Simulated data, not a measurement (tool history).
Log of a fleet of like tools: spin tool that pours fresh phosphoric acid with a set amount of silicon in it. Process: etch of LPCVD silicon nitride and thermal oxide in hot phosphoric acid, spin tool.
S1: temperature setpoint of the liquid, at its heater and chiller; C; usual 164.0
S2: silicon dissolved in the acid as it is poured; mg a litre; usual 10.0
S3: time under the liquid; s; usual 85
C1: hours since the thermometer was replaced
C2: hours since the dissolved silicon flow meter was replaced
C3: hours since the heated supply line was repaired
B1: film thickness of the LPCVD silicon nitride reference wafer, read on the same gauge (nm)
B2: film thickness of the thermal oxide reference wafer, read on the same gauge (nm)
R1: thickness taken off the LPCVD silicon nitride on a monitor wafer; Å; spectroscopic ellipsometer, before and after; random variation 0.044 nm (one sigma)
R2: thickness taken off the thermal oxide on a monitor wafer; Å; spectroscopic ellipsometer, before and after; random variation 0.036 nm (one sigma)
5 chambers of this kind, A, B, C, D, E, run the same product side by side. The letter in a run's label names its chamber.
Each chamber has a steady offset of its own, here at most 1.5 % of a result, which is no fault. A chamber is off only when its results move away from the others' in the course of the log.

run,hour,S1,S2,S3,C1,C2,C3,B1,B2,R1,R2
1D,6.2,164.0,10.0,85,1044.3,1538.0,342.3,39.999,70.019,82.898,2.7956
2E,14.2,164.0,10.0,85,1599.0,182.4,564.7,39.993,70.007,82.281,2.0920
# hour 18.6: chamber A: thermometer replaced
3C,24.1,164.0,10.0,85,240.0,391.9,632.3,39.988,70.016,81.553,2.7427
# hour 24.4: chamber D: thermometer replaced
4A,32.4,164.0,10.0,85,13.8,488.3,894.9,40.013,69.967,80.923,2.2597
5B,38.8,164.0,10.0,85,718.7,954.8,2200.7,39.995,69.948,82.160,2.2178
6B,44.8,164.0,10.0,85,724.7,960.8,2206.7,40.003,70.009,81.441,2.3849
7A,54.4,164.0,10.0,85,35.8,510.3,916.9,40.010,70.006,80.532,2.6455
8D,59.9,164.0,10.0,85,35.5,1591.7,396.0,40.023,70.016,81.787,2.6406
9E,69.3,164.0,10.0,85,1654.1,237.5,619.8,39.986,70.049,82.331,2.7809
10C,78.4,164.0,10.0,85,294.3,446.2,686.6,39.995,70.048,82.043,2.6516
11D,88.4,164.0,10.0,85,64.0,1620.2,424.5,39.979,69.959,82.449,2.7206
12B,93.6,164.0,10.0,85,773.5,1009.6,2255.5,40.004,69.976,83.530,2.4300
13E,98.5,164.0,10.0,85,1683.3,266.7,649.0,39.987,69.985,82.461,2.5587
14A,103.3,162.5,10.0,125,84.7,559.2,965.8,39.987,69.994,112.700,3.6979
15C,112.4,162.5,10.0,125,328.3,480.2,720.6,40.011,70.029,115.480,3.4600
16E,122.1,162.5,10.0,125,1706.9,290.3,672.6,39.997,69.984,116.060,2.7748
17B,131.8,162.5,10.0,125,811.7,1047.8,2293.7,39.997,69.983,115.970,3.3172
18C,140.1,162.5,10.0,125,356.0,507.9,748.3,39.978,70.005,113.930,2.4372
19A,149.7,164.0,10.0,85,131.1,605.6,1012.2,39.980,70.008,80.889,2.7423
20D,155.2,164.0,10.0,85,130.8,1687.0,491.3,40.022,70.023,82.242,2.8185
21E,164.2,164.0,10.0,85,1749.0,332.4,714.7,39.967,70.039,82.493,2.6053
# hour 171.7: chamber E: heated supply line repaired
22D,173.2,164.0,10.0,85,148.8,1705.0,509.3,40.009,70.010,81.946,2.6793
23C,182.6,164.0,10.0,55,398.5,550.4,790.8,40.015,70.012,54.024,1.7058
24B,188.3,164.0,10.0,55,868.2,1104.3,2350.2,40.042,69.953,53.275,1.8841
25A,194.6,164.0,10.0,55,176.0,650.5,1057.1,39.987,69.971,51.993,1.4626
26E,202.4,164.0,10.0,55,1787.2,370.6,30.8,40.022,69.990,52.880,1.7256
27B,209.5,164.0,10.0,55,889.4,1125.5,2371.4,40.026,70.030,53.346,1.7254
# hour 215.5: chamber B: thermometer replaced
28A,216.2,164.0,10.0,85,197.6,672.1,1078.7,40.019,69.949,80.257,2.0508
# hour 219.8: chamber E: thermometer replaced
29C,226.0,164.0,10.0,85,441.9,593.8,834.2,39.992,70.005,83.081,3.0042
30D,230.7,165.0,15.5,85,206.3,1762.5,566.8,40.012,69.971,85.807,2.3246
31E,237.7,165.0,15.5,85,17.9,405.9,66.1,40.008,69.999,84.252,2.2438
32A,244.9,165.0,15.5,85,226.3,700.8,1107.4,39.994,69.984,82.936,2.7066
33D,253.4,165.0,15.5,85,229.0,1785.2,589.5,39.996,69.991,84.475,2.2436
34C,262.1,165.0,15.5,85,478.0,629.9,870.3,40.003,69.984,85.475,2.6160
35B,269.8,164.0,10.0,105,54.3,1185.8,2431.7,39.990,69.977,102.380,2.7577
36B,280.1,164.0,10.0,105,64.6,1196.1,2442.0,39.977,70.007,101.150,3.9956
37A,289.7,164.0,10.0,105,271.1,745.6,1152.2,40.031,69.983,100.460,3.8759
38E,296.6,164.0,10.0,105,76.8,464.8,125.0,40.004,70.002,101.830,3.2907
39C,306.6,164.0,10.0,105,522.5,674.4,914.8,39.962,70.047,102.090,3.2437
40D,315.7,164.0,10.0,85,291.3,1847.5,651.8,39.965,70.026,81.799,2.3926
41D,321.9,164.0,10.0,85,297.5,1853.7,658.0,39.997,69.994,82.837,2.8823

What goes on in this fleet: one chamber off, a drifting gauge, or nothing beyond the chambers' own small offsets? Name the chamber and the cause, if any.

No chamber stands off beyond its own small offset, and the gauge holds steady.

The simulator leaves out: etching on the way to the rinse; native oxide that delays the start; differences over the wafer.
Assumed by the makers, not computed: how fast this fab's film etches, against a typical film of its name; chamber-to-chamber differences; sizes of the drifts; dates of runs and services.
